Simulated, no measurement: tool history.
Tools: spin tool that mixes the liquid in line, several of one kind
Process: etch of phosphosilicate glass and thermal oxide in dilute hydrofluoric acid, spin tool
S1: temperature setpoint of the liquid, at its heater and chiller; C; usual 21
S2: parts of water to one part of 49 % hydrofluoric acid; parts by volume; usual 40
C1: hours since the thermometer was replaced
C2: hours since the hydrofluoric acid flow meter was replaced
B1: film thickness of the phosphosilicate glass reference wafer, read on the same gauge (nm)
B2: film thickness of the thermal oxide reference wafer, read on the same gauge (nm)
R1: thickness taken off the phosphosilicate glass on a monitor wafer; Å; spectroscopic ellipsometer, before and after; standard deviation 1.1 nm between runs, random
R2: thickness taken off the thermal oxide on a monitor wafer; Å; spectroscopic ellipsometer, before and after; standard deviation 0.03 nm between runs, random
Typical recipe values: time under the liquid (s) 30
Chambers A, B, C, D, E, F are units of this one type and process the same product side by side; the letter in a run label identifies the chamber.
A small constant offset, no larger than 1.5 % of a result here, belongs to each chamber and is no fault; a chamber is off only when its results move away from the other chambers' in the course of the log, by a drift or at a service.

run 1E hour=9.9 | S1=21 S2=40 time_under_the_liquid_(s)=30 | C1=1403.4 C2=105.9 | B1=49.955 B2=130.06 | R1=1435.4 R2=33.937
run 2D hour=17.1 | S1=21 S2=40 time_under_the_liquid_(s)=30 | C1=28 C2=337.4 | B1=50.023 B2=130 | R1=1403.5 R2=34.144
run 3C hour=24.2 | S1=21 S2=40 time_under_the_liquid_(s)=30 | C1=435.7 C2=341.7 | B1=50.026 B2=130.03 | R1=1430.6 R2=33.878
-- hour=31.5 chamber A: hydrofluoric acid flow meter replaced
run 4F hour=33.4 | S1=21 S2=40 time_under_the_liquid_(s)=30 | C1=1306.4 C2=337.4 | B1=50.006 B2=129.96 | R1=1465.6 R2=34.729
run 5B hour=37.7 | S1=21 S2=40 time_under_the_liquid_(s)=30 | C1=1717 C2=424 | B1=50 B2=130.01 | R1=1421.7 R2=34.418
run 6A hour=43.7 | S1=21 S2=40 time_under_the_liquid_(s)=30 | C1=137.7 C2=12.3 | B1=50.069 B2=130.02 | R1=1423.7 R2=33.745
run 7B hour=50.7 | S1=21 S2=40 time_under_the_liquid_(s)=30 | C1=1730 C2=437 | B1=50.039 B2=130.04 | R1=1453.9 R2=34.245
run 8D hour=60.4 | S1=21 S2=40 time_under_the_liquid_(s)=30 | C1=71.3 C2=380.7 | B1=50.005 B2=130.02 | R1=1415.3 R2=33.768
run 9E hour=66.2 | S1=23 S2=60 time_under_the_liquid_(s)=30 | C1=1459.7 C2=162.2 | B1=49.999 B2=130.06 | R1=1021.4 R2=23.845
run 10F hour=73.3 | S1=23 S2=60 time_under_the_liquid_(s)=30 | C1=1346.3 C2=377.3 | B1=49.983 B2=130.02 | R1=1020.5 R2=24.404
run 11C hour=78.3 | S1=23 S2=60 time_under_the_liquid_(s)=30 | C1=489.8 C2=395.8 | B1=50.008 B2=129.98 | R1=1022.3 R2=23.471
run 12A hour=83.9 | S1=23 S2=60 time_under_the_liquid_(s)=30 | C1=177.9 C2=52.5 | B1=50.025 B2=130.03 | R1=1004.2 R2=23.954
run 13F hour=91.7 | S1=23 S2=60 time_under_the_liquid_(s)=30 | C1=1364.7 C2=395.7 | B1=50.01 B2=129.98 | R1=1021.1 R2=24.573
run 14B hour=100.6 | S1=23 S2=60 time_under_the_liquid_(s)=30 | C1=1779.9 C2=486.9 | B1=50.02 B2=130 | R1=1011 R2=24.277
run 15D hour=105.9 | S1=21 S2=45 time_under_the_liquid_(s)=30 | C1=116.8 C2=426.2 | B1=49.989 B2=130.03 | R1=1262.9 R2=29.578
run 16A hour=115.4 | S1=21 S2=45 time_under_the_liquid_(s)=30 | C1=209.4 C2=84 | B1=50.033 B2=130.02 | R1=1268.8 R2=30.19
run 17E hour=122.8 | S1=21 S2=45 time_under_the_liquid_(s)=30 | C1=1516.3 C2=218.8 | B1=50.032 B2=129.99 | R1=1249.9 R2=29.616
run 18C hour=128.7 | S1=21 S2=45 time_under_the_liquid_(s)=30 | C1=540.2 C2=446.2 | B1=49.961 B2=130.02 | R1=1251.7 R2=29.929
run 19B hour=135.4 | S1=21 S2=45 time_under_the_liquid_(s)=30 | C1=1814.7 C2=521.7 | B1=50.045 B2=130.05 | R1=1262.2 R2=30.775
run 20E hour=141.5 | S1=21 S2=45 time_under_the_liquid_(s)=30 | C1=1535 C2=237.5 | B1=49.969 B2=130.02 | R1=1257.6 R2=29.854
run 21F hour=149.4 | S1=17.5 S2=40 time_under_the_liquid_(s)=30 | C1=1422.4 C2=453.4 | B1=49.998 B2=130.01 | R1=1253.8 R2=29.365
run 22A hour=157.8 | S1=17.5 S2=40 time_under_the_liquid_(s)=30 | C1=251.8 C2=126.4 | B1=50.02 B2=129.99 | R1=1220.3 R2=29.433
run 23C hour=166.7 | S1=17.5 S2=40 time_under_the_liquid_(s)=30 | C1=578.2 C2=484.2 | B1=49.996 B2=129.97 | R1=1248.4 R2=29.175
run 24D hour=174.3 | S1=17.5 S2=40 time_under_the_liquid_(s)=30 | C1=185.2 C2=494.6 | B1=49.986 B2=130.01 | R1=1224.9 R2=29.067
run 25F hour=179.6 | S1=17.5 S2=40 time_under_the_liquid_(s)=30 | C1=1452.6 C2=483.6 | B1=49.995 B2=130 | R1=1245 R2=29.915
run 26A hour=184.6 | S1=17.5 S2=40 time_under_the_liquid_(s)=30 | C1=278.6 C2=153.2 | B1=50.007 B2=129.98 | R1=1239.9 R2=29.79
run 27E hour=189.5 | S1=21 S2=40 time_under_the_liquid_(s)=30 | C1=1583 C2=285.5 | B1=50.044 B2=130.06 | R1=1415.7 R2=33.576
run 28C hour=197.4 | S1=25.5 S2=40 time_under_the_liquid_(s)=20 | C1=608.9 C2=514.9 | B1=50.017 B2=130.04 | R1=1150.7 R2=27.489
run 29D hour=203.4 | S1=25.5 S2=40 time_under_the_liquid_(s)=20 | C1=214.3 C2=523.7 | B1=50.001 B2=130.02 | R1=1139.2 R2=26.682
-- hour=207.4 chamber F: thermometer replaced
run 30B hour=212.1 | S1=25.5 S2=40 time_under_the_liquid_(s)=20 | C1=1891.4 C2=598.4 | B1=49.974 B2=129.99 | R1=1145.8 R2=27.544
run 31D hour=219.9 | S1=25.5 S2=40 time_under_the_liquid_(s)=20 | C1=230.8 C2=540.2 | B1=49.998 B2=130.03 | R1=1116.6 R2=26.863
run 32F hour=225.5 | S1=25.5 S2=40 time_under_the_liquid_(s)=20 | C1=18.2 C2=529.5 | B1=50.012 B2=130 | R1=1168.9 R2=27.465
run 33A hour=234.9 | S1=25.5 S2=40 time_under_the_liquid_(s)=20 | C1=328.9 C2=203.5 | B1=49.997 B2=129.99 | R1=1160.8 R2=27.469
run 34B hour=241.3 | S1=21 S2=40 time_under_the_liquid_(s)=30 | C1=1920.6 C2=627.6 | B1=49.985 B2=130.02 | R1=1423.3 R2=34.644
run 35C hour=247 | S1=25.5 S2=40 time_under_the_liquid_(s)=30 | C1=658.5 C2=564.5 | B1=50.025 B2=130 | R1=1744.5 R2=40.688
-- hour=249.8 chamber E: thermometer replaced
run 36E hour=256.8 | S1=25.5 S2=40 time_under_the_liquid_(s)=30 | C1=7.1 C2=352.8 | B1=50.016 B2=130.01 | R1=1714.7 R2=41.283

Is one chamber off against the others, does the gauge drift, or is nothing wrong? If a chamber is off, say which, and what the likeliest cause is.

Beyond each chamber's small constant offset nothing stands out, and the gauge stays steady.

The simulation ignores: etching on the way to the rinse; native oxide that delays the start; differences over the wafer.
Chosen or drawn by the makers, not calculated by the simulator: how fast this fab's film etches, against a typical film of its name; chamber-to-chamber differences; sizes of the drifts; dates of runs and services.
